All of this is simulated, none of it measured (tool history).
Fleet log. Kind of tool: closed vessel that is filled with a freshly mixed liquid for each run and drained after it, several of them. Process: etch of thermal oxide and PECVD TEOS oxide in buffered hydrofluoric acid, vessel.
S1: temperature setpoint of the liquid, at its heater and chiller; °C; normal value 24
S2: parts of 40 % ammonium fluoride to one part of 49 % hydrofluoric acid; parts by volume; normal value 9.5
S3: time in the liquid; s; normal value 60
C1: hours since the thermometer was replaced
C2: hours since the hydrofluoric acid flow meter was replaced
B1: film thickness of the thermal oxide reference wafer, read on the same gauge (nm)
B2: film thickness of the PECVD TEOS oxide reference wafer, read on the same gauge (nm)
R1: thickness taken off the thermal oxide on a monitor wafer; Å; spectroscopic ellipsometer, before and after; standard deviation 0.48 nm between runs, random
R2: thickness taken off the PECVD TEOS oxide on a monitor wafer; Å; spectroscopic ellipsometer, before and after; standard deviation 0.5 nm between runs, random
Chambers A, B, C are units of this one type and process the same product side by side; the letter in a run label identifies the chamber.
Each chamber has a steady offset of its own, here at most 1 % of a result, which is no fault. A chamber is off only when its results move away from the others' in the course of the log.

| run | day | S1 | S2 | S3 | C1 | C2 | B1 | B2 | R1 | R2 |
|---|---|---|---|---|---|---|---|---|---|---|
| 1A | 0.254 | 24 | 9.5 | 60 | 1311.5 | 223.5 | 130.01 | 130.02 | 710.26 | 935.99 |
| 2C | 0.417 | 24 | 9.5 | 60 | 306.6 | 327.5 | 129.97 | 129.98 | 718.4 | 932.22 |
| 3B | 0.733 | 24 | 9.5 | 60 | 1950.2 | 1147.4 | 129.97 | 130.02 | 716.29 | 926.09 |
| 4A | 1.092 | 24 | 9.5 | 60 | 1331.6 | 243.6 | 130.01 | 130 | 714.07 | 932.25 |
| 5C | 1.362 | 24 | 9.5 | 60 | 329.3 | 350.2 | 130 | 129.98 | 717.67 | 934.25 |
| 6B | 1.579 | 24 | 9.5 | 60 | 1970.5 | 1167.7 | 130.05 | 129.99 | 712.95 | 932.03 |
| 7B | 1.775 | 24 | 9.5 | 60 | 1975.2 | 1172.4 | 130.01 | 130.02 | 709.66 | 937.07 |
| 8C | 2.075 | 24 | 9.5 | 60 | 346.4 | 367.3 | 130.01 | 130.02 | 718.36 | 929.72 |
| 9A | 2.254 | 24 | 9.5 | 60 | 1359.5 | 271.5 | 130 | 130 | 712.15 | 941.7 |
| 10A | 2.558 | 24 | 9.5 | 60 | 1366.8 | 278.8 | 130.02 | 130 | 709.35 | 939.4 |
| 11B | 2.875 | 24 | 9.5 | 60 | 2001.6 | 1198.8 | 130.03 | 130.01 | 711.76 | 934.88 |
| 12C | 3.217 | 24 | 9.5 | 60 | 373.8 | 394.7 | 129.97 | 130.02 | 715.8 | 932.08 |
| 13C | 3.538 | 24 | 9.5 | 60 | 381.5 | 402.4 | 129.96 | 130.01 | 713.49 | 920.72 |
| 14A | 3.775 | 21 | 9.5 | 80 | 1396 | 308 | 130 | 130.01 | 817.57 | 1057.8 |
| 15B | 4.158 | 21 | 9.5 | 80 | 2032.4 | 1229.6 | 130.02 | 130.02 | 815.15 | 1051.2 |
| 16A | 4.492 | 21 | 9.5 | 80 | 1413.2 | 325.2 | 130.03 | 130 | 812.21 | 1066.7 |
| 17B | 4.871 | 24 | 9.5 | 60 | 2049.5 | 1246.7 | 130 | 129.97 | 710.52 | 945.04 |
| 18C | 5.154 | 24 | 9.5 | 60 | 420.3 | 441.2 | 130.04 | 130.01 | 724.8 | 941.37 |
|  | 5.292 | chamber B: hydrofluoric acid flow meter replaced |
| 19B | 5.438 | 24 | 9.5 | 60 | 2063.1 | 3.6 | 129.99 | 129.99 | 704.06 | 925.16 |
| 20C | 5.625 | 24 | 9.5 | 60 | 431.6 | 452.5 | 130 | 130 | 714.81 | 952.41 |
| 21A | 5.808 | 24 | 9.5 | 60 | 1444.8 | 356.8 | 129.99 | 130.01 | 726.2 | 943.8 |
| 22C | 6 | 24 | 9.5 | 60 | 440.6 | 461.5 | 130.01 | 130 | 722.26 | 945.29 |
| 23A | 6.171 | 24 | 9.5 | 60 | 1453.5 | 365.5 | 130.01 | 130 | 725.58 | 940.3 |
| 24B | 6.354 | 24 | 9.5 | 30 | 2085.1 | 25.6 | 129.98 | 129.98 | 351.08 | 464.01 |
| 25A | 6.621 | 24 | 9.5 | 30 | 1464.3 | 376.3 | 129.97 | 129.98 | 360.95 | 469.73 |
| 26C | 6.888 | 24 | 9.5 | 30 | 461.9 | 482.8 | 129.99 | 130.01 | 367.76 | 476.19 |
|  | 6.983 | chamber A: hydrofluoric acid flow meter replaced |
| 27B | 7.1 | 24 | 9.5 | 60 | 2103 | 43.5 | 130.02 | 130.01 | 708.52 | 925.5 |
| 28C | 7.379 | 24 | 9.5 | 60 | 473.7 | 494.6 | 130.01 | 129.99 | 737.25 | 961.42 |
| 29B | 7.671 | 24 | 9.5 | 60 | 2116.7 | 57.2 | 130.03 | 129.99 | 711.8 | 943.62 |
| 30A | 8.008 | 24 | 6 | 40 | 1497.6 | 24.6 | 130.03 | 130 | 732.65 | 969.74 |
| 31B | 8.217 | 24 | 6 | 40 | 2129.8 | 70.3 | 130.02 | 129.98 | 724.13 | 959.91 |
| 32A | 8.592 | 24 | 6 | 40 | 1511.6 | 38.6 | 130 | 130.01 | 743.73 | 966.32 |
| 33C | 8.888 | 24 | 9.5 | 60 | 509.9 | 530.8 | 129.99 | 130 | 760.09 | 976.71 |
| 34C | 9.129 | 24 | 9.5 | 60 | 515.7 | 536.6 | 130.01 | 130.01 | 751.13 | 978.35 |
| 35A | 9.442 | 24 | 9.5 | 60 | 1532 | 59 | 130.03 | 130 | 716.74 | 934.54 |
| 36B | 9.779 | 24 | 9.5 | 60 | 2167.3 | 107.8 | 130 | 129.99 | 716.37 | 939.39 |
| 37B | 10.025 | 24 | 9.5 | 60 | 2173.2 | 113.7 | 129.99 | 130.01 | 712.36 | 934.32 |
| 38A | 10.333 | 24 | 9.5 | 60 | 1553.4 | 80.4 | 130.01 | 129.98 | 711.21 | 933.14 |
| 39C | 10.554 | 24 | 9.5 | 60 | 549.9 | 570.8 | 130.01 | 130 | 755.91 | 1004.7 |
| 40B | 10.762 | 24 | 9.5 | 60 | 2190.9 | 131.4 | 130.03 | 129.99 | 711.54 | 925.28 |

Does one chamber stand apart from the rest, does the shared gauge drift, or is all well apart from small per-chamber offsets? Give the chamber and the most likely cause, where there is one.

Chamber C drifts away from the others.
Likeliest cause: hydrofluoric acid flow above the setpoint (%) = 10.7.
The log may not tell that from: liquid hotter than its thermometer reads (K).

Here are 4 candidates for chamber C's next run, each the usual settings with a change, their results left as question marks. Which one brings its results back in line with what the others give on the usual settings?
In-line tolerance around the mean of the other chambers on the usual settings: R1 17 Å; R2 17 Å
| 41C-1 | 11.033 | 24.5 | 9 | 65 |  |  |  |  | ? | ? |
| 41C-2 | 11.033 | 24 | 9.5 | 65 |  |  |  |  | ? | ? |
| 41C-3 | 11.033 | 23.5 | 10 | 55 |  |  |  |  | ? | ? |
| 41C-4 | 11.033 | 24 | 9.5 | 55 |  |  |  |  | ? | ? |

The mean the other chambers reach with the usual settings: R1 713.27 Å; R2 935.25 Å
| run | R1 | R2 |
|---|---|---|
| 41C-1 | 917.22 | 1198.5 |
| 41C-2 | 841.53 | 1099.6 |
| 41C-3 | 656.71 | 858.1 |
| 41C-4 | 712.07 | 930.44 |
With 41C-4, the chamber falls back in line with the rest.
